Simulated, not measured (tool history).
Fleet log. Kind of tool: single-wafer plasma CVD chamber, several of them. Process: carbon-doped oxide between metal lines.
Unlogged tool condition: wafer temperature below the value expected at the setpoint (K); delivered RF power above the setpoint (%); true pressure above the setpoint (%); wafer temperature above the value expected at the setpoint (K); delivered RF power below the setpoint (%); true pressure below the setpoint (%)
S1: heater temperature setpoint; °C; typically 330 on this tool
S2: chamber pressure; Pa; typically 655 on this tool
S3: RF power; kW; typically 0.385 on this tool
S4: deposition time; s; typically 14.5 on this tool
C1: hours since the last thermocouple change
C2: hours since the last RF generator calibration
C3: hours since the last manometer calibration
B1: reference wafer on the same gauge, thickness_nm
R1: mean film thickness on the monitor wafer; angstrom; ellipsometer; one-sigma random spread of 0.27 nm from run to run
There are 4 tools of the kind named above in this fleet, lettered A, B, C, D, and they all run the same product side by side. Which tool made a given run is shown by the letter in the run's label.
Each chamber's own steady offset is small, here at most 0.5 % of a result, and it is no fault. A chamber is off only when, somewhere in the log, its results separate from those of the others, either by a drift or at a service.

run,hour,S1,S2,S3,S4,C1,C2,C3,B1,R1
1A,2.8,330,655,0.385,14.5,1926.5,682.0,1320.7,54.882,663.09
2B,8.9,330,655,0.385,14.5,524.4,1303.5,708.9,54.890,659.82
3D,13.6,330,655,0.385,14.5,1050.8,522.7,106.7,54.887,665.90
4C,17.5,330,655,0.385,14.5,99.5,1197.6,2452.8,54.865,667.60
5C,22.7,330,655,0.415,12.1,104.7,1202.8,2458.0,54.905,588.60
6A,26.1,330,655,0.415,12.1,1949.8,705.3,1344.0,54.877,586.11
7D,30.2,330,655,0.415,12.1,1067.4,539.3,123.3,54.854,584.97
8B,35.9,330,655,0.415,12.1,551.4,1330.5,735.9,54.854,583.71
9D,41.9,330,655,0.385,16.6,1079.1,551.0,135.0,54.859,755.99
10C,47.5,330,655,0.385,16.6,129.5,1227.6,2482.8,54.866,757.01
11A,52.4,330,655,0.385,16.6,1976.1,731.6,1370.3,54.893,768.76
12B,58.3,330,655,0.385,16.6,573.8,1352.9,758.3,54.871,756.60
13C,64.4,330,655,0.385,14.5,146.4,1244.5,2499.7,54.910,668.41
14A,69.9,330,655,0.385,14.5,1993.6,749.1,1387.8,54.898,666.48
15D,75.2,330,655,0.385,14.5,1112.4,584.3,168.3,54.914,660.60
16B,80.6,330,655,0.385,14.5,596.1,1375.2,780.6,54.864,650.41
17C,83.5,330,655,0.385,14.5,165.5,1263.6,2518.8,54.876,662.24
18B,89.0,330,655,0.385,14.5,604.5,1383.6,789.0,54.938,651.26
19A,93.6,330,655,0.385,14.5,2017.3,772.8,1411.5,54.866,667.93
20D,99.3,330,655,0.385,14.5,1136.5,608.4,192.4,54.916,658.30
21B,104.0,330,655,0.385,14.5,619.5,1398.6,804.0,54.892,650.57
22C,109.0,330,655,0.385,14.5,191.0,1289.1,2544.3,54.944,667.79
23A,112.7,330,655,0.385,14.5,2036.4,791.9,1430.6,54.909,664.15
24D,117.4,330,655,0.385,14.5,1154.6,626.5,210.5,54.843,659.74
25B,121.8,330,655,0.385,14.5,637.3,1416.4,821.8,54.851,650.99
26D,124.9,330,655,0.385,14.5,1162.1,634.0,218.0,54.888,661.84
27C,130.5,325,655,0.385,17.2,212.5,1310.6,2565.8,54.867,805.32
28A,135.5,325,655,0.385,17.2,2059.2,814.7,1453.4,54.884,795.04
29C,139.3,325,655,0.385,17.2,221.3,1319.4,2574.6,54.908,806.34
30B,143.0,325,655,0.385,17.2,658.5,1437.6,843.0,54.901,783.93
31D,148.1,330,655,0.385,14.5,1185.3,657.2,241.2,54.869,667.92
# hour 150.6: chamber C: capacitance manometer re-zeroed and calibrated
32A,153.8,330,655,0.385,14.5,2077.5,833.0,1471.7,54.988,666.99
33D,158.8,330,655,0.385,14.5,1196.0,667.9,251.9,54.919,662.28
34C,162.2,330,655,0.330,14.5,244.2,1342.3,11.6,54.955,588.02
35B,165.2,330,655,0.330,14.5,680.7,1459.8,865.2,54.874,576.12
36A,169.3,330,655,0.330,14.5,2093.0,848.5,1487.2,54.894,589.51
37D,175.2,330,655,0.330,14.5,1212.4,684.3,268.3,54.875,590.56
38B,179.1,330,655,0.385,14.5,694.6,1473.7,879.1,54.869,645.14
39C,184.6,330,655,0.385,14.5,266.6,1364.7,34.0,54.926,661.79
40A,190.6,330,655,0.385,14.5,2114.3,869.8,1508.5,54.891,662.75
41C,196.1,330,655,0.385,14.5,278.1,1376.2,45.5,54.855,664.71
42B,199.3,330,655,0.385,14.5,714.8,1493.9,899.3,54.890,642.30

Next, all 4 chambers run the settings below, one line each with question marks for the results. What does each chamber give?
43A,203.7,330,655,0.420,14.5,,,,,?
43B,203.7,330,655,0.420,14.5,,,,,?
43C,203.7,330,655,0.420,14.5,,,,,?
43D,203.7,330,655,0.420,14.5,,,,,?

run,R1
43A,708.73
43B,687.83
43C,710.34
43D,702.81
